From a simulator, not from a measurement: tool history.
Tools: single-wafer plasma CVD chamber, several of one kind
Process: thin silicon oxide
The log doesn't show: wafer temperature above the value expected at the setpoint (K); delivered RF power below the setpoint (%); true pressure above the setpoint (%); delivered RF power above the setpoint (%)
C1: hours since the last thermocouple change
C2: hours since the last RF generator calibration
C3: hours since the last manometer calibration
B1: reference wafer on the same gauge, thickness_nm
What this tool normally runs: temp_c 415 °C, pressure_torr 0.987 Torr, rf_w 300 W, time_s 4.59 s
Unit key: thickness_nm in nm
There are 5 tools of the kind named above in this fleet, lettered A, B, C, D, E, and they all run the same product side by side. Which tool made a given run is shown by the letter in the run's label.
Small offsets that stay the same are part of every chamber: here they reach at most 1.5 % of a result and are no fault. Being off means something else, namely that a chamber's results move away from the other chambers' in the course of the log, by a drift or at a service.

{"run": "1B", "hour": 15.5, "temp_c": 415, "pressure_torr": 0.987, "rf_w": 300, "time_s": 4.59, "C1": 965.1, "C2": 1602.9, "C3": 390.3, "B1": 10.112, "thickness_nm": 10.044}
{"hour": 25.2, "done": "chamber C: RF generator calibrated"}
{"run": "2C", "hour": 28.9, "temp_c": 415, "pressure_torr": 0.987, "rf_w": 300, "time_s": 4.59, "C1": 1333.6, "C2": 3.8, "C3": 430, "B1": 10.111, "thickness_nm": 10.085}
{"run": "3D", "hour": 42.1, "temp_c": 415, "pressure_torr": 0.987, "rf_w": 300, "time_s": 4.59, "C1": 836.3, "C2": 588.6, "C3": 1315.2, "B1": 10.111, "thickness_nm": 10.04}
{"run": "4E", "hour": 50.3, "temp_c": 415, "pressure_torr": 0.987, "rf_w": 300, "time_s": 4.59, "C1": 78.4, "C2": 959.9, "C3": 1381.2, "B1": 10.118, "thickness_nm": 9.9766}
{"run": "5A", "hour": 63.2, "temp_c": 415, "pressure_torr": 0.987, "rf_w": 300, "time_s": 4.59, "C1": 1756.6, "C2": 1408.6, "C3": 1059.5, "B1": 10.118, "thickness_nm": 9.8885}
{"run": "6A", "hour": 77.7, "temp_c": 415, "pressure_torr": 0.987, "rf_w": 300, "time_s": 4.59, "C1": 1771.1, "C2": 1423.1, "C3": 1074, "B1": 10.122, "thickness_nm": 9.8856}
{"hour": 81.5, "done": "chamber A: capacitance manometer re-zeroed and calibrated"}
{"run": "7C", "hour": 91.3, "temp_c": 415, "pressure_torr": 0.876, "rf_w": 255, "time_s": 4.59, "C1": 1396, "C2": 66.2, "C3": 492.4, "B1": 10.127, "thickness_nm": 8.513}
{"run": "8B", "hour": 105.2, "temp_c": 415, "pressure_torr": 0.876, "rf_w": 255, "time_s": 4.59, "C1": 1054.8, "C2": 1692.6, "C3": 480, "B1": 10.128, "thickness_nm": 8.4537}
{"run": "9E", "hour": 112.7, "temp_c": 415, "pressure_torr": 0.876, "rf_w": 255, "time_s": 4.59, "C1": 140.8, "C2": 1022.3, "C3": 1443.6, "B1": 10.128, "thickness_nm": 8.4854}
{"run": "10D", "hour": 126.0, "temp_c": 415, "pressure_torr": 0.876, "rf_w": 255, "time_s": 4.59, "C1": 920.2, "C2": 672.5, "C3": 1399.1, "B1": 10.131, "thickness_nm": 8.483}
{"run": "11D", "hour": 134.2, "temp_c": 415, "pressure_torr": 0.876, "rf_w": 255, "time_s": 4.59, "C1": 928.4, "C2": 680.7, "C3": 1407.3, "B1": 10.132, "thickness_nm": 8.4694}
{"hour": 137.3, "done": "chamber B: thermocouple changed; heater temperature recalibrated"}
{"run": "12E", "hour": 148.3, "temp_c": 415, "pressure_torr": 0.987, "rf_w": 300, "time_s": 4.59, "C1": 176.4, "C2": 1057.9, "C3": 1479.2, "B1": 10.134, "thickness_nm": 10.021}
{"run": "13A", "hour": 157.2, "temp_c": 415, "pressure_torr": 0.987, "rf_w": 300, "time_s": 4.59, "C1": 1850.6, "C2": 1502.6, "C3": 75.7, "B1": 10.136, "thickness_nm": 9.9166}
{"run": "14C", "hour": 170.5, "temp_c": 415, "pressure_torr": 0.874, "rf_w": 300, "time_s": 3.81, "C1": 1475.2, "C2": 145.4, "C3": 571.6, "B1": 10.141, "thickness_nm": 7.5808}
{"run": "15B", "hour": 185.3, "temp_c": 415, "pressure_torr": 0.874, "rf_w": 300, "time_s": 3.81, "C1": 48.1, "C2": 1772.7, "C3": 560.1, "B1": 10.141, "thickness_nm": 7.5494}
{"run": "16B", "hour": 193.9, "temp_c": 415, "pressure_torr": 0.874, "rf_w": 300, "time_s": 3.81, "C1": 56.7, "C2": 1781.3, "C3": 568.7, "B1": 10.139, "thickness_nm": 7.5044}
{"run": "17E", "hour": 206.8, "temp_c": 415, "pressure_torr": 0.874, "rf_w": 300, "time_s": 3.81, "C1": 234.9, "C2": 1116.4, "C3": 1537.7, "B1": 10.141, "thickness_nm": 7.5005}
{"run": "18A", "hour": 217.5, "temp_c": 415, "pressure_torr": 0.874, "rf_w": 300, "time_s": 3.81, "C1": 1910.9, "C2": 1562.9, "C3": 136, "B1": 10.142, "thickness_nm": 7.4536}
{"run": "19D", "hour": 228.7, "temp_c": 415, "pressure_torr": 0.987, "rf_w": 300, "time_s": 4.59, "C1": 1022.9, "C2": 775.2, "C3": 1501.8, "B1": 10.151, "thickness_nm": 10.043}
{"run": "20C", "hour": 237.5, "temp_c": 415, "pressure_torr": 0.987, "rf_w": 250, "time_s": 3.94, "C1": 1542.2, "C2": 212.4, "C3": 638.6, "B1": 10.143, "thickness_nm": 7.9856}
{"run": "21A", "hour": 249.8, "temp_c": 415, "pressure_torr": 0.987, "rf_w": 250, "time_s": 3.94, "C1": 1943.2, "C2": 1595.2, "C3": 168.3, "B1": 10.149, "thickness_nm": 7.863}
{"run": "22B", "hour": 256.5, "temp_c": 415, "pressure_torr": 0.987, "rf_w": 250, "time_s": 3.94, "C1": 119.3, "C2": 1843.9, "C3": 631.3, "B1": 10.149, "thickness_nm": 7.9765}
{"run": "23E", "hour": 265.2, "temp_c": 415, "pressure_torr": 0.987, "rf_w": 250, "time_s": 3.94, "C1": 293.3, "C2": 1174.8, "C3": 1596.1, "B1": 10.154, "thickness_nm": 7.9961}
{"run": "24C", "hour": 276.1, "temp_c": 415, "pressure_torr": 0.987, "rf_w": 250, "time_s": 3.94, "C1": 1580.8, "C2": 251, "C3": 677.2, "B1": 10.152, "thickness_nm": 8.0286}
{"run": "25D", "hour": 290.6, "temp_c": 415, "pressure_torr": 0.987, "rf_w": 300, "time_s": 4.59, "C1": 1084.8, "C2": 837.1, "C3": 1563.7, "B1": 10.16, "thickness_nm": 10.056}
{"run": "26C", "hour": 301.4, "temp_c": 415, "pressure_torr": 0.987, "rf_w": 300, "time_s": 4.59, "C1": 1606.1, "C2": 276.3, "C3": 702.5, "B1": 10.152, "thickness_nm": 10.093}
{"hour": 307.0, "done": "chamber A: RF generator calibrated"}
{"run": "27D", "hour": 309.9, "temp_c": 415, "pressure_torr": 0.987, "rf_w": 300, "time_s": 4.59, "C1": 1104.1, "C2": 856.4, "C3": 1583, "B1": 10.158, "thickness_nm": 10.091}
{"hour": 318.9, "done": "chamber E: RF generator calibrated"}
{"run": "28B", "hour": 320.3, "temp_c": 415, "pressure_torr": 0.987, "rf_w": 300, "time_s": 4.59, "C1": 183.1, "C2": 1907.7, "C3": 695.1, "B1": 10.154, "thickness_nm": 10.073}
{"run": "29E", "hour": 327.4, "temp_c": 415, "pressure_torr": 0.775, "rf_w": 300, "time_s": 4.59, "C1": 355.5, "C2": 8.6, "C3": 1658.3, "B1": 10.163, "thickness_nm": 8.1418}
{"run": "30A", "hour": 336.1, "temp_c": 415, "pressure_torr": 0.775, "rf_w": 300, "time_s": 4.59, "C1": 2029.5, "C2": 29.2, "C3": 254.6, "B1": 10.168, "thickness_nm": 8.0764}
{"run": "31C", "hour": 346.6, "temp_c": 415, "pressure_torr": 0.775, "rf_w": 300, "time_s": 4.59, "C1": 1651.3, "C2": 321.5, "C3": 747.7, "B1": 10.17, "thickness_nm": 8.2436}
{"run": "32B", "hour": 354.7, "temp_c": 415, "pressure_torr": 0.775, "rf_w": 300, "time_s": 4.59, "C1": 217.5, "C2": 1942.1, "C3": 729.5, "B1": 10.165, "thickness_nm": 8.1771}
{"run": "33E", "hour": 366.6, "temp_c": 415, "pressure_torr": 0.775, "rf_w": 300, "time_s": 4.59, "C1": 394.7, "C2": 47.8, "C3": 1697.5, "B1": 10.167, "thickness_nm": 8.127}
{"run": "34A", "hour": 381.3, "temp_c": 415, "pressure_torr": 0.987, "rf_w": 300, "time_s": 4.59, "C1": 2074.7, "C2": 74.4, "C3": 299.8, "B1": 10.171, "thickness_nm": 9.9748}
{"run": "35D", "hour": 391.8, "temp_c": 415, "pressure_torr": 0.987, "rf_w": 300, "time_s": 4.59, "C1": 1186, "C2": 938.3, "C3": 1664.9, "B1": 10.171, "thickness_nm": 10.077}
{"run": "36A", "hour": 403.9, "temp_c": 406, "pressure_torr": 0.987, "rf_w": 320, "time_s": 4.59, "C1": 2097.3, "C2": 97, "C3": 322.4, "B1": 10.175, "thickness_nm": 10.287}
{"run": "37D", "hour": 414.6, "temp_c": 406, "pressure_torr": 0.987, "rf_w": 320, "time_s": 4.59, "C1": 1208.8, "C2": 961.1, "C3": 1687.7, "B1": 10.178, "thickness_nm": 10.415}
{"run": "38E", "hour": 421.7, "temp_c": 406, "pressure_torr": 0.987, "rf_w": 320, "time_s": 4.59, "C1": 449.8, "C2": 102.9, "C3": 1752.6, "B1": 10.175, "thickness_nm": 10.354}
{"run": "39B", "hour": 429.2, "temp_c": 406, "pressure_torr": 0.987, "rf_w": 320, "time_s": 4.59, "C1": 292, "C2": 2016.6, "C3": 804, "B1": 10.174, "thickness_nm": 10.423}

All 5 chambers run these settings next. Forecast each chamber's results:
{"run": "40A", "hour": 440.4, "temp_c": 415, "pressure_torr": 0.791, "rf_w": 300, "time_s": 4.59, "thickness_nm": "?"}
{"run": "40B", "hour": 440.4, "temp_c": 415, "pressure_torr": 0.791, "rf_w": 300, "time_s": 4.59, "thickness_nm": "?"}
{"run": "40C", "hour": 440.4, "temp_c": 415, "pressure_torr": 0.791, "rf_w": 300, "time_s": 4.59, "thickness_nm": "?"}
{"run": "40D", "hour": 440.4, "temp_c": 415, "pressure_torr": 0.791, "rf_w": 300, "time_s": 4.59, "thickness_nm": "?"}
{"run": "40E", "hour": 440.4, "temp_c": 415, "pressure_torr": 0.791, "rf_w": 300, "time_s": 4.59, "thickness_nm": "?"}

run=40A thickness_nm=8.2649
run=40B thickness_nm=8.3286
run=40C thickness_nm=8.4277
run=40D thickness_nm=8.3314
run=40E thickness_nm=8.3153
